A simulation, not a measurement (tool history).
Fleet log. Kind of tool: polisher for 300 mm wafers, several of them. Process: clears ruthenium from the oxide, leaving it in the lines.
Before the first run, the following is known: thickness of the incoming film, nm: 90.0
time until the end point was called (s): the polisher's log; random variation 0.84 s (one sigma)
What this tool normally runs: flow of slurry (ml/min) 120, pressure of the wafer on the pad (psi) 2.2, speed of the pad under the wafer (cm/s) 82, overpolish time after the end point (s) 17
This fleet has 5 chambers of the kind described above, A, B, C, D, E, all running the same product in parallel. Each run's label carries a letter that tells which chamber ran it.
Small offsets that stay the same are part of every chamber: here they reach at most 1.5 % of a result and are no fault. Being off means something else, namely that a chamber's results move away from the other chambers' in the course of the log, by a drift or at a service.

run,day,flow of slurry (ml/min),pressure of the wafer on the pad (psi),speed of the pad under the wafer (cm/s),overpolish time after the end point (s),wafers polished on this pad,hours since the slurry nozzle was cleaned,hours since the head pressure was calibrated,time until the end point was called (s)
1A,0.15,120,2.2,82,17,329,217.1,498.2,101.53
2E,0.425,120,2.2,82,17,465,503.8,76.4,101.94
3B,0.717,120,2.2,82,17,259,188.8,533.1,102.24
# day 0.888: chamber E: slurry nozzle cleaned
4C,0.925,120,2.2,82,17,287,204.4,259.9,101.43
# day 1.046: chamber C: slurry nozzle cleaned
5D,1.208,145,1.7,82,17,567,54.7,239.2,127.2
6D,1.362,145,1.7,82,17,601,58.4,242.9,127.96
7B,1.496,145,1.7,82,17,431,207.5,551.8,127.64
8E,1.667,145,1.7,82,17,739,18.8,106.2,128.39
# day 1.733: chamber E: worn pad replaced by a new one
9C,1.95,145,1.7,82,17,514,21.7,284.5,126.05
# day 2.192: chamber D: worn pad replaced by a new one
10A,2.196,120,2.2,82,17,782,266.2,547.3,101.35
11A,2.333,120,2.5,82,10,812,269.5,550.6,90.322
# day 2.475: chamber B: worn pad replaced by a new one
12D,2.554,120,2.5,82,10,80,87,271.5,91.134
13E,2.692,120,2.5,82,10,212,43.4,130.8,90.643
14C,2.821,120,2.5,82,10,706,42.6,305.4,89.979
15B,3.125,120,2.5,82,10,143,246.6,590.9,88.69
# day 3.171: chamber C: head pressure recalibrated
16E,3.283,120,2.2,82,17,343,57.6,145,102.41
# day 3.388: chamber A: worn pad replaced by a new one
17C,3.483,120,2.2,82,17,853,58.5,7.6,101.89
# day 3.617: chamber A: head pressure recalibrated
18A,3.633,120,2.2,82,17,54,300.7,0.4,93.31
19D,3.833,120,2.2,82,17,363,117.7,302.2,102.23
20B,3.975,120,2.2,82,17,331,267,611.3,101.05
21C,4.133,120,2.2,82,17,997,74.1,23.2,102.14
22B,4.292,120,2.2,82,17,401,274.6,618.9,102.49
23E,4.438,120,2.2,82,17,598,85.3,172.7,101.71
24D,4.717,120,2.2,82,17,558,138.9,323.4,102.12
# day 4.767: chamber C: worn pad replaced by a new one
25A,4.871,85,2.2,82,24,328,330.4,30.1,102.13
# day 5.083: chamber E: worn pad replaced by a new one
26B,5.104,85,2.2,82,24,581,294.1,638.4,109.94
27C,5.296,85,2.2,82,24,117,102,51.1,111.91
28E,5.462,85,2.2,82,24,84,109.9,197.3,111.86
# day 5.696: chamber B: worn pad replaced by a new one
29A,5.717,85,2.2,82,24,515,350.7,50.4,102.89
30D,5.975,120,2.2,82,17,837,169.1,353.6,101.55
31A,6.179,120,2.2,82,17,617,361.8,61.5,93.857
# day 6.3: chamber D: worn pad replaced by a new one
32C,6.354,120,2.2,82,17,351,127.4,76.5,101.32
33E,6.538,140,2.2,82,17,322,135.7,223.1,99.958
34D,6.8,140,2.2,82,17,111,188.9,373.4,100.42
35B,6.962,140,2.2,82,17,280,338.7,683,98.53
36A,7.212,140,2.2,82,17,846,386.6,86.3,90.118
37B,7.496,140,2.2,82,17,398,351.5,695.8,99.893
38D,7.625,120,2.2,82,17,293,208.7,393.2,102.95
39C,7.929,120,2.2,82,17,699,165.2,114.3,101.45
# day 8.029: chamber E: worn pad replaced by a new one
40E,8.204,120,2.2,82,17,39,175.7,263.1,102.61

All 5 chambers run these settings next. Forecast each chamber's results:
41A,8.421,120,2.2,82,17,,,,?
41B,8.421,120,2.2,82,17,,,,?
41C,8.421,120,2.2,82,17,,,,?
41D,8.421,120,2.2,82,17,,,,?
41E,8.421,120,2.2,82,17,,,,?

run,time until the end point was called (s)
41A,93.94
41B,102.68
41C,100.91
41D,102.71
41E,102.57
